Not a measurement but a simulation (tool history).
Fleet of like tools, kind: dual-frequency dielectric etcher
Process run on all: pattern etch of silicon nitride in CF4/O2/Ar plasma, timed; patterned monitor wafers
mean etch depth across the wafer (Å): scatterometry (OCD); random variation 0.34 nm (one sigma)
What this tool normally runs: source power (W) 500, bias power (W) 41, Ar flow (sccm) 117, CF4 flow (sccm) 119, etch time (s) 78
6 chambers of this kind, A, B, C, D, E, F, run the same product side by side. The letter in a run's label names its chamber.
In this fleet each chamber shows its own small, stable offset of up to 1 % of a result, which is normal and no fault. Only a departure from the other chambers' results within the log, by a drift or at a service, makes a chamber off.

run   hour  source power (W)  bias power (W)  Ar flow (sccm)  CF4 flow (sccm)  etch time (s)  read-back reference wafer on the same gauge, depth_nm  mean etch depth across the wafer (Å)
       4.8  -- chamber E: wet clean of the chamber
 1C    7.6               500              41             117              119             78                                                 146.93                                1381.7
 2B   17.5               500              41             117              119             78                                                 147.00                                1402.5
      24.2  -- chamber B: wet clean of the chamber
 3A   25.7               500              41             117              119             78                                                 146.99                                1381.9
 4D   37.7               500              41             117              119             78                                                 147.02                                1376.5
      39.5  -- chamber B: bias power generator calibrated
      43.0  -- chamber D: wet clean of the chamber
 5E   47.6               500              41             117              119             78                                                 147.06                                1386.5
 6F   57.2               500              41             117              119             78                                                 147.04                                1381.9
 7E   71.9               500              41             117              119             78                                                 147.00                                1379.8
 8B   79.4               500              41             117              119             78                                                 147.02                                1399.4
 9F   94.9               500              41             117              119             78                                                 146.92                                1389.2
10A  108.8               500              41             117              119             78                                                 147.09                                1384.8
11D  121.1               500              41             117              119             78                                                 147.05                                1369.1
12C  129.8               500              41             117              119             78                                                 146.99                                1376.0
13A  138.8               500              41             117              119             78                                                 146.92                                1388.4
14F  151.8               500              41             117              119             78                                                 147.04                                1396.3
15C  162.0               500              41             117              119             78                                                 147.04                                1381.1
16D  175.2               500              41             117              119             78                                                 146.98                                1372.6
17B  189.7               500              41             117              119             78                                                 146.98                                1393.1
     198.5  -- chamber D: bias power generator calibrated
18E  202.6               500              41             117              119             78                                                 147.02                                1383.6
     210.4  -- chamber F: wet clean of the chamber
     211.0  -- chamber D: CF4 flow controller replaced
19B  213.4               500              41             117              119             78                                                 146.99                                1399.8
20C  225.3               500              41             117              119             78                                                 147.07                                1376.2
21E  237.8               500              41             117              119             78                                                 146.97                                1389.1
22D  247.0               500              41             117              119             78                                                 147.06                                1368.7
     248.9  -- chamber A: wet clean of the chamber
23F  263.0               500              41             117              119             78                                                 147.03                                1384.8
24A  277.9               500              41             117              119             78                                                 147.01                                1383.5
25E  291.9               500              41             117              119             78                                                 147.03                                1388.7
26F  304.5               500              41             117              119             78                                                 147.00                                1379.3
27C  317.9               500              34             104              119             78                                                 147.03                                1322.0
28B  333.5               500              34             104              119             78                                                 146.96                                1327.0
29D  343.9               500              34             104              119             78                                                 147.01                                1303.2
30A  357.9               500              34             104              119             78                                                 147.07                                1327.2
31E  374.5               500              34             104              119             78                                                 147.00                                1312.1
32A  383.2               500              34             104              119             78                                                 146.96                                1317.8
33F  396.2               500              41             117              119             78                                                 147.01                                1389.0
34D  409.8               500              49             117              119             78                                                 146.99                                1463.0
35C  417.8               500              49             117              119             78                                                 147.03                                1476.8
36B  426.3               500              49             117              119             78                                                 146.91                                1490.4
37B  436.1               500              49             117              119             78                                                 146.98                                1486.7
38E  449.5               500              49             117              119             78                                                 147.13                                1478.1

Decide between three cases: one chamber stands off from its peers, the gauge reading all wafers drifts, or nothing is wrong past each chamber's small offset. Where a chamber is off, say which and what most likely put it there.

Nothing is wrong: each chamber keeps only its own small, steady offset and the gauge holds still.

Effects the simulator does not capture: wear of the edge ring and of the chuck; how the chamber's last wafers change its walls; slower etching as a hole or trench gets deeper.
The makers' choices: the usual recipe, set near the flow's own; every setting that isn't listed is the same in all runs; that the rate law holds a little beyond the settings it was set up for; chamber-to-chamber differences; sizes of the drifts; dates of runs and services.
